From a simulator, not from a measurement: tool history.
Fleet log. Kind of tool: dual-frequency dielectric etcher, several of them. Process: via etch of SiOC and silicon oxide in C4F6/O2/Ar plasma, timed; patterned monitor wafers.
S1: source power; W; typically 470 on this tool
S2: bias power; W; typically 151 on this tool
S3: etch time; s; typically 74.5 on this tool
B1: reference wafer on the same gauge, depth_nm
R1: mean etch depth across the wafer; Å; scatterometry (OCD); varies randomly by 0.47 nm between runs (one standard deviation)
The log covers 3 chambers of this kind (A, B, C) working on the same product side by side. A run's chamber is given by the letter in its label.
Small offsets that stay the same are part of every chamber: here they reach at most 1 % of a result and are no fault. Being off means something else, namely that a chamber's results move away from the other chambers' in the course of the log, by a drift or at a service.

{"run": "1B", "hour": 4.4, "S1": 470, "S2": 151, "S3": 74.5, "B1": 71.069, "R1": 860.85}
{"hour": 7.0, "done": "chamber A: wet clean of the chamber"}
{"run": "2C", "hour": 10.2, "S1": 470, "S2": 151, "S3": 74.5, "B1": 71.01, "R1": 841.51}
{"run": "3A", "hour": 16.2, "S1": 470, "S2": 151, "S3": 74.5, "B1": 71.024, "R1": 847.47}
{"run": "4A", "hour": 25.3, "S1": 470, "S2": 151, "S3": 74.5, "B1": 71.041, "R1": 850.87}
{"run": "5B", "hour": 32.3, "S1": 470, "S2": 151, "S3": 74.5, "B1": 71.063, "R1": 858.23}
{"run": "6C", "hour": 36.7, "S1": 470, "S2": 151, "S3": 74.5, "B1": 70.886, "R1": 853.06}
{"run": "7B", "hour": 41.5, "S1": 470, "S2": 151, "S3": 74.5, "B1": 70.974, "R1": 847.09}
{"run": "8C", "hour": 47.5, "S1": 470, "S2": 151, "S3": 74.5, "B1": 70.948, "R1": 842.44}
{"run": "9A", "hour": 53.0, "S1": 470, "S2": 151, "S3": 74.5, "B1": 70.97, "R1": 848.99}
{"hour": 59.2, "done": "chamber B: wet clean of the chamber"}
{"run": "10C", "hour": 59.7, "S1": 470, "S2": 151, "S3": 74.5, "B1": 70.907, "R1": 852.89}
{"run": "11B", "hour": 65.2, "S1": 470, "S2": 151, "S3": 74.5, "B1": 71.014, "R1": 857.12}
{"run": "12A", "hour": 70.5, "S1": 470, "S2": 151, "S3": 74.5, "B1": 71.06, "R1": 839.88}
{"run": "13B", "hour": 78.5, "S1": 470, "S2": 151, "S3": 74.5, "B1": 71.115, "R1": 855.2}
{"run": "14C", "hour": 84.5, "S1": 470, "S2": 151, "S3": 74.5, "B1": 71.018, "R1": 845.71}
{"run": "15A", "hour": 93.2, "S1": 470, "S2": 151, "S3": 74.5, "B1": 71.001, "R1": 840.15}
{"run": "16A", "hour": 101.5, "S1": 470, "S2": 151, "S3": 74.5, "B1": 71.051, "R1": 837.96}
{"run": "17C", "hour": 108.3, "S1": 470, "S2": 177, "S3": 74.5, "B1": 71.031, "R1": 890.31}
{"run": "18B", "hour": 114.2, "S1": 470, "S2": 177, "S3": 74.5, "B1": 71.033, "R1": 897.29}
{"run": "19B", "hour": 120.2, "S1": 470, "S2": 177, "S3": 74.5, "B1": 70.881, "R1": 897.48}
{"run": "20A", "hour": 126.5, "S1": 470, "S2": 151, "S3": 74.5, "B1": 71.002, "R1": 852.74}
{"run": "21C", "hour": 133.2, "S1": 470, "S2": 151, "S3": 74.5, "B1": 71.02, "R1": 851.43}
{"run": "22A", "hour": 140.8, "S1": 470, "S2": 151, "S3": 74.5, "B1": 70.912, "R1": 840.9}
{"run": "23B", "hour": 146.0, "S1": 470, "S2": 151, "S3": 74.5, "B1": 71.086, "R1": 847.37}
{"run": "24C", "hour": 152.3, "S1": 470, "S2": 151, "S3": 74.5, "B1": 70.942, "R1": 841.73}
{"hour": 154.4, "done": "chamber B: bias power generator calibrated"}
{"run": "25C", "hour": 160.8, "S1": 470, "S2": 151, "S3": 74.5, "B1": 71.059, "R1": 852.38}
{"run": "26B", "hour": 165.9, "S1": 470, "S2": 151, "S3": 74.5, "B1": 71.074, "R1": 851.99}
{"run": "27A", "hour": 170.1, "S1": 470, "S2": 151, "S3": 74.5, "B1": 70.971, "R1": 856.73}
{"run": "28A", "hour": 175.5, "S1": 470, "S2": 120, "S3": 74.5, "B1": 70.997, "R1": 795.28}
{"run": "29B", "hour": 181.5, "S1": 470, "S2": 120, "S3": 74.5, "B1": 70.949, "R1": 795.67}
{"run": "30C", "hour": 186.8, "S1": 470, "S2": 120, "S3": 74.5, "B1": 71.024, "R1": 792.58}
{"run": "31B", "hour": 191.6, "S1": 470, "S2": 151, "S3": 74.5, "B1": 70.993, "R1": 841.64}
{"run": "32C", "hour": 197.1, "S1": 470, "S2": 151, "S3": 74.5, "B1": 70.966, "R1": 842.93}
{"run": "33A", "hour": 202.1, "S1": 470, "S2": 151, "S3": 74.5, "B1": 70.958, "R1": 837.03}
{"run": "34B", "hour": 208.3, "S1": 470, "S2": 151, "S3": 74.5, "B1": 70.966, "R1": 854.26}
{"run": "35A", "hour": 217.0, "S1": 470, "S2": 151, "S3": 74.5, "B1": 71.019, "R1": 853.09}
{"hour": 217.5, "done": "chamber C: wet clean of the chamber"}
{"run": "36C", "hour": 222.8, "S1": 470, "S2": 151, "S3": 74.5, "B1": 70.997, "R1": 845.9}
{"run": "37C", "hour": 230.2, "S1": 470, "S2": 151, "S3": 74.5, "B1": 71.068, "R1": 839.58}
{"run": "38B", "hour": 238.6, "S1": 470, "S2": 151, "S3": 74.5, "B1": 71.076, "R1": 852.92}
{"run": "39A", "hour": 246.8, "S1": 470, "S2": 151, "S3": 74.5, "B1": 70.996, "R1": 850.9}
{"run": "40B", "hour": 252.4, "S1": 530, "S2": 151, "S3": 93.5, "B1": 70.916, "R1": 1125.7}
{"run": "41C", "hour": 258.7, "S1": 530, "S2": 151, "S3": 93.5, "B1": 70.967, "R1": 1118.7}

What goes on in this fleet: one chamber off, a drifting gauge, or nothing beyond the chambers' own small offsets? Name the chamber and the cause, if any.

No chamber stands off beyond its own small offset, and the gauge holds steady.
